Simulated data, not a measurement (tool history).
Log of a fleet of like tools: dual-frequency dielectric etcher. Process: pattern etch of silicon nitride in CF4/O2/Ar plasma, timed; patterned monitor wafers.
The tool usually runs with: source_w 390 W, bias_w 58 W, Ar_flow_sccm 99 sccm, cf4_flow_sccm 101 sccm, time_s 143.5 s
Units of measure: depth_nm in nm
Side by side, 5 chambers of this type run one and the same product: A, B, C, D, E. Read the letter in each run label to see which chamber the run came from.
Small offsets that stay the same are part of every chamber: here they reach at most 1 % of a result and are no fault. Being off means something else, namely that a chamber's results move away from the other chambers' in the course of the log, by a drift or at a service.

run	hour	source_w	bias_w	Ar_flow_sccm	cf4_flow_sccm	time_s	read-back reference wafer on the same gauge, depth_nm	depth_nm
1D	6.5	390	58	99	101	143.5	216.78	233.22
# hour 7.4: chamber C: wet clean of the chamber
2A	12.1	390	58	99	101	143.5	216.94	236.36
3B	16.2	390	58	99	101	143.5	217.12	232.16
4C	19.9	390	58	99	101	143.5	217.11	232.17
5E	25.8	390	58	99	101	143.5	216.91	232.26
6A	31.9	350	63	99	101	143.5	217.18	220.54
7B	35.9	350	63	99	101	143.5	216.97	218.17
8E	40.3	350	63	99	101	143.5	216.99	220.61
# hour 44.7: chamber D: wet clean of the chamber
9C	44.7	350	63	99	101	143.5	216.93	219.11
10D	48.7	350	63	99	101	143.5	216.82	218.15
11C	54.9	390	58	99	101	143.5	217.03	234.93
12B	58.8	390	58	99	123	143.5	216.99	237.79
13A	64.8	390	58	99	123	143.5	217.05	241.27
14D	69.2	390	58	99	123	143.5	217.07	239.55
15E	75.1	390	58	99	123	143.5	216.92	237.9
16A	81.8	390	58	99	123	143.5	216.88	242.22
17D	87.4	390	58	99	101	143.5	216.94	231.82
18E	91.2	390	58	99	101	143.5	216.98	234.45
19C	95.3	390	58	99	101	143.5	216.8	231.46
# hour 98.6: chamber A: wet clean of the chamber
20B	101.9	390	58	99	101	143.5	216.86	232.1
21E	105.4	390	58	99	92	143.5	217.07	230.99
22C	109.7	390	58	99	92	143.5	217.12	231.04
23D	116.1	390	58	99	92	143.5	217.11	231.22
24B	122.6	390	58	99	92	143.5	217.03	232.96
25A	126	390	58	99	92	143.5	217.11	244.16
26B	131.9	450	58	99	101	143.5	216.64	264.39
27C	135.4	450	58	99	101	143.5	216.92	263.99
# hour 136: chamber B: source power generator calibrated
# hour 136.2: chamber A: bias power generator calibrated
28D	140.6	450	58	99	101	143.5	216.9	264.56
# hour 141.7: chamber D: bias power generator calibrated
29A	145.4	450	58	99	101	143.5	217.23	276.79
30E	150.4	450	58	99	101	143.5	217.22	263.38
31C	157.3	390	58	78	78	143.5	216.92	232.25
32D	162.8	390	58	78	78	143.5	216.86	234.69
33B	167.9	390	58	78	78	143.5	216.95	234.99
34E	174.8	390	58	78	78	143.5	217.05	233.18

Which is it: a chamber that has drifted or been left off by a service, a gauge drift common to all chambers, or only each chamber's usual small offset? If a chamber is off, name it and its likeliest cause.

A service on chamber A put it out of line with the rest.
Likeliest cause: etch rate over this chamber's usual, % = 5.09.

Here are 4 candidates for chamber A's next run, each the usual settings with a change, their results left as question marks. Which one brings its results back in line with what the others give on the usual settings?
Maximum distance from the other chambers' mean on the usual settings for a result to count as in line: depth_nm 4.4 nm
35A-1	179.8	380	57	99	101	136		?
35A-2	179.8	390	58	99	101	151		?
35A-3	179.8	390	59	98	102	155		?
35A-4	179.8	370	57	99	101	143.5		?

Other chambers, usual settings, mean: depth_nm 233.63 nm
run	depth_nm
35A-1	227.37
35A-2	259.81
35A-3	269.03
35A-4	234.53
The right change is 35A-4: it brings the chamber back within the allowed miss of the others.
